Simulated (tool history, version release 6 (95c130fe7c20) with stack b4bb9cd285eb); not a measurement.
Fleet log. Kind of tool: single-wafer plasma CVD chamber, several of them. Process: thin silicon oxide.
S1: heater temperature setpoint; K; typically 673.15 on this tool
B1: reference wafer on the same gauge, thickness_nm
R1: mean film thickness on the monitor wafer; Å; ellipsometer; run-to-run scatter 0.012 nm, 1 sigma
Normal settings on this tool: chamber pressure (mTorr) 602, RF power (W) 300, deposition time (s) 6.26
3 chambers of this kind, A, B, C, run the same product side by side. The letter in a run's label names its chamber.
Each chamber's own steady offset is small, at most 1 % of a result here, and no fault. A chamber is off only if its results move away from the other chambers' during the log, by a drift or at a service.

run 1A hour=12.8 | S1=673.15 chamber_pressure_(mTorr)=602 RF_power_(W)=300 deposition_time_(s)=6.26 | B1=10.159 | R1=85.258
run 2B hour=23.7 | S1=673.15 chamber_pressure_(mTorr)=602 RF_power_(W)=300 deposition_time_(s)=6.26 | B1=10.164 | R1=86.115
run 3C hour=29.4 | S1=673.15 chamber_pressure_(mTorr)=602 RF_power_(W)=300 deposition_time_(s)=6.26 | B1=10.166 | R1=85.586
run 4B hour=41.0 | S1=673.15 chamber_pressure_(mTorr)=602 RF_power_(W)=300 deposition_time_(s)=6.26 | B1=10.168 | R1=86.374
run 5A hour=47.6 | S1=673.15 chamber_pressure_(mTorr)=602 RF_power_(W)=300 deposition_time_(s)=6.26 | B1=10.171 | R1=85.359
run 6C hour=60.3 | S1=673.15 chamber_pressure_(mTorr)=602 RF_power_(W)=300 deposition_time_(s)=6.26 | B1=10.172 | R1=85.681
run 7A hour=69.8 | S1=673.15 chamber_pressure_(mTorr)=602 RF_power_(W)=300 deposition_time_(s)=6.26 | B1=10.175 | R1=85.188
run 8B hour=82.0 | S1=673.15 chamber_pressure_(mTorr)=554 RF_power_(W)=275 deposition_time_(s)=6.26 | B1=10.177 | R1=75.995
-- hour=92.6 chamber A: capacitance manometer re-zeroed and calibrated
run 9C hour=93.2 | S1=673.15 chamber_pressure_(mTorr)=554 RF_power_(W)=275 deposition_time_(s)=6.26 | B1=10.179 | R1=75.501
run 10C hour=105.5 | S1=673.15 chamber_pressure_(mTorr)=554 RF_power_(W)=275 deposition_time_(s)=6.26 | B1=10.185 | R1=75.226
run 11A hour=111.9 | S1=673.15 chamber_pressure_(mTorr)=602 RF_power_(W)=300 deposition_time_(s)=6.26 | B1=10.180 | R1=85.339
run 12B hour=119.8 | S1=673.15 chamber_pressure_(mTorr)=602 RF_power_(W)=300 deposition_time_(s)=6.26 | B1=10.183 | R1=86.337
run 13A hour=131.6 | S1=673.15 chamber_pressure_(mTorr)=602 RF_power_(W)=300 deposition_time_(s)=6.26 | B1=10.185 | R1=85.656
run 14B hour=140.2 | S1=673.15 chamber_pressure_(mTorr)=602 RF_power_(W)=300 deposition_time_(s)=6.26 | B1=10.184 | R1=86.292
run 15C hour=152.9 | S1=673.15 chamber_pressure_(mTorr)=602 RF_power_(W)=300 deposition_time_(s)=6.26 | B1=10.191 | R1=85.438
run 16B hour=165.3 | S1=673.15 chamber_pressure_(mTorr)=602 RF_power_(W)=300 deposition_time_(s)=6.26 | B1=10.194 | R1=86.366
run 17C hour=171.0 | S1=673.15 chamber_pressure_(mTorr)=722 RF_power_(W)=300 deposition_time_(s)=5.16 | B1=10.193 | R1=85.592
-- hour=172.9 chamber A: thermocouple changed; heater temperature recalibrated
run 18A hour=178.2 | S1=673.15 chamber_pressure_(mTorr)=722 RF_power_(W)=300 deposition_time_(s)=5.16 | B1=10.198 | R1=84.945
run 19A hour=187.6 | S1=673.15 chamber_pressure_(mTorr)=722 RF_power_(W)=300 deposition_time_(s)=5.16 | B1=10.199 | R1=85.270
run 20C hour=198.9 | S1=673.15 chamber_pressure_(mTorr)=602 RF_power_(W)=300 deposition_time_(s)=6.26 | B1=10.199 | R1=85.474
run 21B hour=206.5 | S1=673.15 chamber_pressure_(mTorr)=602 RF_power_(W)=300 deposition_time_(s)=6.26 | B1=10.198 | R1=86.553
run 22B hour=217.2 | S1=673.15 chamber_pressure_(mTorr)=602 RF_power_(W)=300 deposition_time_(s)=6.26 | B1=10.202 | R1=86.514
run 23A hour=224.5 | S1=673.15 chamber_pressure_(mTorr)=602 RF_power_(W)=300 deposition_time_(s)=6.26 | B1=10.202 | R1=85.672
run 24C hour=231.3 | S1=673.15 chamber_pressure_(mTorr)=602 RF_power_(W)=300 deposition_time_(s)=6.26 | B1=10.206 | R1=85.793
run 25B hour=240.7 | S1=673.15 chamber_pressure_(mTorr)=602 RF_power_(W)=300 deposition_time_(s)=6.26 | B1=10.209 | R1=86.575
run 26A hour=248.4 | S1=673.15 chamber_pressure_(mTorr)=602 RF_power_(W)=300 deposition_time_(s)=6.26 | B1=10.208 | R1=85.788
run 27C hour=257.0 | S1=673.15 chamber_pressure_(mTorr)=602 RF_power_(W)=300 deposition_time_(s)=6.26 | B1=10.210 | R1=85.767
run 28C hour=267.1 | S1=673.15 chamber_pressure_(mTorr)=602 RF_power_(W)=345 deposition_time_(s)=5.10 | B1=10.211 | R1=73.937
run 29A hour=276.4 | S1=673.15 chamber_pressure_(mTorr)=602 RF_power_(W)=345 deposition_time_(s)=5.10 | B1=10.214 | R1=73.965

Each of the 3 chambers runs these same settings next. Fill in every chamber's results:
run 30A hour=285.9 | S1=673.15 chamber_pressure_(mTorr)=602 RF_power_(W)=300 deposition_time_(s)=6.26 | R1=?
run 30B hour=285.9 | S1=673.15 chamber_pressure_(mTorr)=602 RF_power_(W)=300 deposition_time_(s)=6.26 | R1=?
run 30C hour=285.9 | S1=673.15 chamber_pressure_(mTorr)=602 RF_power_(W)=300 deposition_time_(s)=6.26 | R1=?

run=30A R1=85.659
run=30B R1=86.575
run=30C R1=85.823
